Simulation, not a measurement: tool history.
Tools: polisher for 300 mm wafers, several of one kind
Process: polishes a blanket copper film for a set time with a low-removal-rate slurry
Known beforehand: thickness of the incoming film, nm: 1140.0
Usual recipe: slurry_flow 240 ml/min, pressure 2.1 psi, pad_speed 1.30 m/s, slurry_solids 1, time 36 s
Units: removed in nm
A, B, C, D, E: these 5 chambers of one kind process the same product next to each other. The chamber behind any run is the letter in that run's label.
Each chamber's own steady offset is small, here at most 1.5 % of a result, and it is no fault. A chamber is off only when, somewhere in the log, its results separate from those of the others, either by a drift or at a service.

| run | hour | slurry_flow | pressure | pad_speed | slurry_solids | time | wafers polished on this pad | hours since the slurry nozzle was cleaned | hours since the head pressure was calibrated | hours since the slurry blender was calibrated | removed |
|---|---|---|---|---|---|---|---|---|---|---|---|
|  | 2.5 | chamber E: worn pad replaced by a new one |
|  | 4.2 | chamber B: slurry blender recalibrated |
| 1D | 7.2 | 240 | 2.1 | 1.30 | 1 | 36 | 404 | 324.0 | 803.8 | 375.8 | 82.506 |
|  | 9.9 | chamber D: slurry blender recalibrated |
|  | 13.1 | chamber D: slurry nozzle cleaned |
| 2E | 14.2 | 240 | 2.1 | 1.30 | 1 | 36 | 75 | 141.6 | 317.0 | 181.3 | 81.674 |
|  | 19.7 | chamber B: head pressure recalibrated |
| 3B | 21.2 | 240 | 2.1 | 1.30 | 1 | 36 | 616 | 574.8 | 1.5 | 17.1 | 83.762 |
| 4A | 27.7 | 240 | 2.1 | 1.30 | 1 | 36 | 376 | 782.4 | 670.8 | 37.3 | 82.068 |
|  | 29.3 | chamber B: slurry nozzle cleaned |
| 5C | 38.9 | 240 | 2.1 | 1.30 | 1 | 36 | 616 | 108.0 | 308.5 | 354.1 | 83.051 |
|  | 39.5 | chamber D: worn pad replaced by a new one |
|  | 42.8 | chamber D: head pressure recalibrated |
| 6A | 49.6 | 240 | 2.1 | 1.30 | 1 | 36 | 518 | 804.3 | 692.7 | 59.2 | 82.084 |
|  | 53.1 | chamber E: slurry blender recalibrated |
| 7C | 59.1 | 240 | 2.1 | 1.30 | 1 | 36 | 747 | 128.2 | 328.7 | 374.3 | 82.406 |
| 8B | 65.9 | 240 | 2.1 | 1.30 | 1 | 36 | 906 | 36.7 | 46.2 | 61.8 | 83.627 |
|  | 69.8 | chamber A: slurry nozzle cleaned |
| 9D | 76.3 | 240 | 2.1 | 1.30 | 1 | 36 | 238 | 63.2 | 33.6 | 66.5 | 82.755 |
| 10E | 82.4 | 240 | 2.1 | 1.30 | 1 | 36 | 517 | 209.8 | 385.2 | 29.4 | 81.320 |
| 11D | 91.0 | 240 | 2.1 | 1.70 | 1 | 36 | 333 | 77.9 | 48.3 | 81.2 | 108.370 |
|  | 95.9 | chamber C: worn pad replaced by a new one |
| 12A | 97.7 | 240 | 2.1 | 1.70 | 1 | 36 | 830 | 27.9 | 740.8 | 107.3 | 107.540 |
| 13E | 103.7 | 240 | 2.1 | 1.70 | 1 | 36 | 655 | 231.1 | 406.5 | 50.7 | 106.010 |
| 14C | 115.2 | 240 | 2.1 | 1.70 | 1 | 36 | 125 | 184.3 | 384.8 | 430.4 | 107.490 |
|  | 116.0 | chamber D: worn pad replaced by a new one |
|  | 120.3 | chamber C: slurry blender recalibrated |
|  | 124.6 | chamber A: worn pad replaced by a new one |
| 15B | 125.6 | 240 | 2.1 | 1.70 | 1 | 36 | 1293 | 96.4 | 105.9 | 121.5 | 106.230 |
| 16C | 131.8 | 240 | 2.1 | 1.30 | 1 | 36 | 232 | 200.9 | 401.4 | 11.5 | 82.326 |
| 17A | 140.5 | 240 | 2.1 | 1.30 | 1 | 36 | 103 | 70.7 | 783.6 | 150.1 | 82.948 |
| 18D | 146.7 | 240 | 2.1 | 1.74 | 1 | 36 | 199 | 133.6 | 104.0 | 136.9 | 111.450 |
| 19E | 155.6 | 240 | 2.1 | 1.74 | 1 | 36 | 992 | 283.0 | 458.4 | 102.6 | 107.670 |
| 20B | 166.2 | 240 | 2.1 | 1.74 | 1 | 36 | 1556 | 137.0 | 146.5 | 162.1 | 107.700 |
|  | 168.4 | chamber E: slurry nozzle cleaned |
| 21D | 174.6 | 240 | 2.1 | 1.74 | 1 | 36 | 380 | 161.5 | 131.9 | 164.8 | 111.210 |
| 22B | 184.1 | 240 | 2.1 | 1.74 | 1 | 36 | 1672 | 154.9 | 164.4 | 180.0 | 109.030 |
| 23A | 194.4 | 240 | 2.1 | 1.30 | 1 | 36 | 453 | 124.6 | 837.5 | 204.0 | 81.959 |
| 24E | 206.1 | 240 | 2.1 | 1.30 | 1 | 36 | 1319 | 37.8 | 508.9 | 153.1 | 81.192 |
|  | 210.7 | chamber D: worn pad replaced by a new one |
| 25C | 216.4 | 240 | 2.1 | 1.30 | 1 | 36 | 781 | 285.5 | 486.0 | 96.1 | 83.394 |
| 26E | 226.4 | 240 | 2.1 | 1.30 | 1 | 36 | 1451 | 58.1 | 529.2 | 173.4 | 83.039 |
| 27B | 236.4 | 240 | 2.1 | 1.30 | 1 | 36 | 2011 | 207.2 | 216.7 | 232.3 | 80.607 |
| 28C | 246.9 | 240 | 2.1 | 1.30 | 1 | 36 | 978 | 316.0 | 516.5 | 126.6 | 82.366 |
|  | 250.1 | chamber E: worn pad replaced by a new one |
| 29D | 258.1 | 240 | 2.1 | 1.30 | 1 | 36 | 307 | 245.0 | 215.4 | 248.3 | 82.247 |
|  | 261.0 | chamber A: worn pad replaced by a new one |
| 30A | 263.5 | 240 | 2.1 | 1.30 | 1 | 36 | 16 | 193.7 | 906.6 | 273.1 | 82.813 |
| 31E | 270.2 | 240 | 2.1 | 1.30 | 1 | 36 | 130 | 101.9 | 573.0 | 217.2 | 81.121 |
|  | 274.4 | chamber C: worn pad replaced by a new one |
| 32D | 280.1 | 240 | 2.5 | 1.30 | 1 | 36 | 450 | 267.0 | 237.4 | 270.3 | 98.870 |
| 33C | 285.8 | 240 | 2.5 | 1.30 | 1 | 36 | 73 | 354.9 | 555.4 | 165.5 | 98.750 |
| 34B | 291.4 | 240 | 2.5 | 1.30 | 1 | 36 | 2368 | 262.2 | 271.7 | 287.3 | 95.768 |
| 35A | 296.5 | 240 | 2.5 | 1.30 | 1 | 36 | 230 | 226.7 | 939.6 | 306.1 | 98.277 |
|  | 304.5 | chamber D: worn pad replaced by a new one |
| 36D | 305.3 | 240 | 2.5 | 1.30 | 1 | 36 | 5 | 292.2 | 262.6 | 295.5 | 99.025 |
|  | 305.7 | chamber E: slurry blender recalibrated |
| 37A | 314.1 | 240 | 2.1 | 1.30 | 1 | 36 | 344 | 244.3 | 957.2 | 323.7 | 81.845 |
| 38C | 324.2 | 240 | 2.1 | 1.30 | 1 | 36 | 322 | 393.3 | 593.8 | 203.9 | 82.191 |
| 39B | 332.3 | 240 | 2.1 | 1.30 | 1 | 36 | 2633 | 303.1 | 312.6 | 328.2 | 79.126 |
| 40E | 340.4 | 240 | 2.1 | 1.30 | 1 | 36 | 585 | 172.1 | 643.2 | 34.7 | 80.613 |
| 41A | 347.0 | 240 | 2.1 | 1.30 | 1 | 36 | 557 | 277.2 | 990.1 | 356.6 | 81.589 |
| 42E | 356.6 | 240 | 2.1 | 1.30 | 1 | 36 | 690 | 188.3 | 659.4 | 50.9 | 80.205 |
| 43D | 365.7 | 240 | 2.1 | 1.30 | 1 | 36 | 396 | 352.6 | 323.0 | 355.9 | 83.110 |

Does one chamber stand apart from the rest, does the shared gauge drift, or is all well apart from small per-chamber offsets? Give the chamber and the most likely cause, where there is one.

Chamber B drifts away from the others.
Likeliest cause: removal rate lost through wear of the pad, % = 4.9.
Not necessarily distinguishable in this log from: head's pressure below its setpoint, %; abrasive missing from the slurry, %.

Which of the 4 candidates below, each the usual settings with something changed and its results left as question marks, puts chamber B back in line with what the other chambers give on the usual settings?
A result is in line if it is within this distance of the other chambers' mean on the usual settings: removed 2.600 nm
| 44B-1 | 374.2 | 240 | 2.1 | 1.28 | 1 | 35 |  |  |  |  | ? |
| 44B-2 | 374.2 | 240 | 2.0 | 1.30 | 1 | 34 |  |  |  |  | ? |
| 44B-3 | 374.2 | 245 | 2.3 | 1.30 | 1 | 36 |  |  |  |  | ? |
| 44B-4 | 374.2 | 240 | 2.1 | 1.34 | 1 | 36 |  |  |  |  | ? |

The other chambers' mean on the usual settings: removed 82.169 nm
| run | removed |
|---|---|
| 44B-1 | 75.992 |
| 44B-2 | 71.371 |
| 44B-3 | 87.232 |
| 44B-4 | 81.845 |
It is 44B-4 that realigns the chamber with its peers.
